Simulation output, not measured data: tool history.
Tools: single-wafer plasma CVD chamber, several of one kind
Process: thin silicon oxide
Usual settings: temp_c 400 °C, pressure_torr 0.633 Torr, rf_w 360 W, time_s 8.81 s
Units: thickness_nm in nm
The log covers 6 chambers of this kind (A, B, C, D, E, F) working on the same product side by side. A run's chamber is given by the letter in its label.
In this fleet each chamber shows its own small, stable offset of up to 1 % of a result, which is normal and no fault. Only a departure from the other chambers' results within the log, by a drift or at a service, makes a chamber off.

| run | day | temp_c | pressure_torr | rf_w | time_s | read-back reference wafer on the same gauge, thickness_nm | thickness_nm |
|---|---|---|---|---|---|---|---|
| 1B | 0.083 | 400 | 0.633 | 360 | 8.81 | 11.805 | 13.661 |
| 2C | 0.179 | 400 | 0.633 | 360 | 8.81 | 11.793 | 13.738 |
| 3A | 0.342 | 400 | 0.633 | 360 | 8.81 | 11.793 | 13.752 |
| 4E | 0.508 | 400 | 0.633 | 360 | 8.81 | 11.787 | 13.855 |
| 5F | 0.675 | 400 | 0.633 | 360 | 8.81 | 11.801 | 13.599 |
| 6D | 0.792 | 390 | 0.750 | 360 | 8.81 | 11.795 | 16.457 |
| 7D | 0.942 | 390 | 0.750 | 360 | 8.81 | 11.808 | 16.524 |
| 8F | 1.054 | 390 | 0.750 | 360 | 8.81 | 11.803 | 16.334 |
| 9E | 1.158 | 390 | 0.750 | 360 | 8.81 | 11.810 | 16.656 |
| 10C | 1.300 | 390 | 0.750 | 360 | 8.81 | 11.806 | 16.591 |
| 11B | 1.404 | 390 | 0.750 | 360 | 8.81 | 11.812 | 16.522 |
| 12A | 1.554 | 400 | 0.633 | 360 | 8.81 | 11.796 | 13.689 |
| 13F | 1.671 | 400 | 0.633 | 360 | 8.81 | 11.807 | 13.627 |
| 14C | 1.800 | 400 | 0.633 | 360 | 8.81 | 11.800 | 13.716 |
| 15A | 1.962 | 400 | 0.633 | 360 | 8.81 | 11.809 | 13.770 |
| 16D | 2.142 | 400 | 0.515 | 360 | 8.81 | 11.800 | 10.841 |
| 17E | 2.246 | 400 | 0.515 | 360 | 8.81 | 11.811 | 10.972 |
| 18B | 2.329 | 400 | 0.515 | 360 | 8.81 | 11.791 | 10.906 |
| 19B | 2.483 | 400 | 0.515 | 360 | 8.81 | 11.809 | 10.936 |
| 20A | 2.621 | 400 | 0.515 | 360 | 8.81 | 11.789 | 10.878 |
| 21F | 2.750 | 400 | 0.515 | 360 | 8.81 | 11.796 | 10.814 |
| 22C | 2.842 | 400 | 0.633 | 360 | 8.81 | 11.800 | 13.644 |
| 23D | 2.996 | 400 | 0.633 | 360 | 9.44 | 11.789 | 14.728 |
| 24E | 3.112 | 400 | 0.633 | 360 | 9.44 | 11.792 | 14.827 |
| 25F | 3.221 | 400 | 0.633 | 360 | 9.44 | 11.796 | 14.453 |
| 26B | 3.342 | 400 | 0.633 | 360 | 9.44 | 11.792 | 14.601 |
| 27E | 3.438 | 400 | 0.633 | 360 | 9.44 | 11.810 | 14.847 |
| 28A | 3.588 | 400 | 0.633 | 360 | 9.44 | 11.796 | 14.671 |
| 29C | 3.725 | 400 | 0.633 | 360 | 8.81 | 11.801 | 13.680 |
| 30D | 3.900 | 400 | 0.633 | 360 | 8.81 | 11.795 | 13.641 |
| 31F | 4.071 | 400 | 0.633 | 360 | 8.81 | 11.807 | 13.491 |
| 32D | 4.225 | 400 | 0.633 | 360 | 8.81 | 11.801 | 13.734 |
| 33A | 4.342 | 400 | 0.633 | 360 | 8.81 | 11.802 | 13.707 |
| 34C | 4.433 | 400 | 0.633 | 360 | 8.81 | 11.796 | 13.511 |
| 35E | 4.521 | 400 | 0.633 | 360 | 8.81 | 11.788 | 13.811 |
| 36B | 4.642 | 400 | 0.714 | 390 | 8.81 | 11.804 | 16.074 |
| 37D | 4.779 | 400 | 0.714 | 390 | 8.81 | 11.784 | 15.981 |
| 38E | 4.904 | 400 | 0.714 | 390 | 8.81 | 11.797 | 16.056 |
| 39A | 5.000 | 400 | 0.714 | 390 | 8.81 | 11.791 | 15.956 |
| 40B | 5.133 | 400 | 0.714 | 390 | 8.81 | 11.804 | 16.066 |
| 41F | 5.254 | 400 | 0.714 | 390 | 8.81 | 11.798 | 16.001 |
| 42C | 5.396 | 400 | 0.633 | 360 | 8.81 | 11.814 | 13.603 |

Read the log: is a single chamber off, either drifting away or since a service, is the gauge that measures every chamber drifting, or is nothing wrong beyond small per-chamber offsets? Name any odd chamber and what most likely caused it.

No chamber stands off beyond its own small offset, and the gauge holds steady.
